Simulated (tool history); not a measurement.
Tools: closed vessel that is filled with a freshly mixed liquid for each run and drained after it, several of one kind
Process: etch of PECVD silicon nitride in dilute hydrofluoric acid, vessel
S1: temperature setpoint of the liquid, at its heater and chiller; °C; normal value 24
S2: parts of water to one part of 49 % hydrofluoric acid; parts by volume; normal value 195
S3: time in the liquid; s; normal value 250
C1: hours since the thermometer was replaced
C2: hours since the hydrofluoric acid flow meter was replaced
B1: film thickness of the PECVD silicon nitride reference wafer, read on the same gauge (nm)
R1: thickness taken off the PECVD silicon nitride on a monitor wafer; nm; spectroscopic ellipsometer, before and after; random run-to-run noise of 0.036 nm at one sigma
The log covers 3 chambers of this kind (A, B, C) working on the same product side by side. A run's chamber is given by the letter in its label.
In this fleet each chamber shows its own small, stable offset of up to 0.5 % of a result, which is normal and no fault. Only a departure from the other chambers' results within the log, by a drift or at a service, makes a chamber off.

run   hour  S1   S2   S3     C1     C2      B1      R1
 1C   11.7  24  195  250   69.3  371.2  70.027  5.3647
 2B   22.4  24  195  250  602.1  594.6  69.979  5.3276
 3A   31.5  24  195  250  602.9  433.9  70.009  5.3257
 4B   39.3  24  195  250    619  611.5  69.999  5.3247
 5A   47.9  24  195  250  619.3  450.3  70.002  5.3313
 6C   58.5  24  195  250  116.1    418  69.993   5.268
 7C   66.3  24  195  250  123.9  425.8   69.99  5.3328
 8B   76.9  24  195  250  656.6  649.1  70.008  5.2618
 9A   88.5  24  195  250  659.9  490.9  70.012  5.3429
10B   96.3  24  195  350    676  668.5  69.995  7.2971
11C  107.1  24  195  350  164.7  466.6   70.01  7.3903
12A  120.9  24  195  350  692.3  523.3  70.003  7.5178
13C    133  24  105  250  190.6  492.5  70.008  9.7253
14A  144.6  24  105  250    716    547  70.005  9.7442
15B  151.3  24  105  250    731  723.5  70.005  9.2275
16C  164.8  24  195  250  222.4  524.3  70.013  5.2962
17B  178.6  24  195  250  758.3  750.8  70.013  4.9727
18A  184.9  24  195  250  756.3  587.3  70.005  5.3504
19B  196.9  24  195  250  776.6  769.1  69.996  4.9958
20C  210.6  22  195  185  268.2  570.1  69.997  3.4622

Read the log: is a single chamber off, either drifting away or since a service, is the gauge that measures every chamber drifting, or is nothing wrong beyond small per-chamber offsets? Name any odd chamber and what most likely caused it.

Chamber B drifts away from the others.
What lies behind it: hydrofluoric acid flow below the setpoint (%) = 8.28.
From this log alone, it may not be told apart from: liquid colder than its thermometer reads (K).

Here are 4 candidates for chamber B's next run, each the usual settings with a change, their results left as question marks. Which one brings its results back in line with what the others give on the usual settings?
In-line tolerance around the mean of the other chambers on the usual settings: R1 0.13 nm
21B-1  220.8    24  195  290               ?
21B-2  220.8  24.5  195  265               ?
21B-3  220.8  23.5  205  250               ?
21B-4  220.8  23.5  205  235               ?

The other chambers' mean on the usual settings: R1 5.3483 nm
  run      R1
21B-1   5.675
21B-2  5.3478
21B-3   4.518
21B-4  4.2469
Change 21B-2 lands the chamber within the allowed miss of the other chambers.

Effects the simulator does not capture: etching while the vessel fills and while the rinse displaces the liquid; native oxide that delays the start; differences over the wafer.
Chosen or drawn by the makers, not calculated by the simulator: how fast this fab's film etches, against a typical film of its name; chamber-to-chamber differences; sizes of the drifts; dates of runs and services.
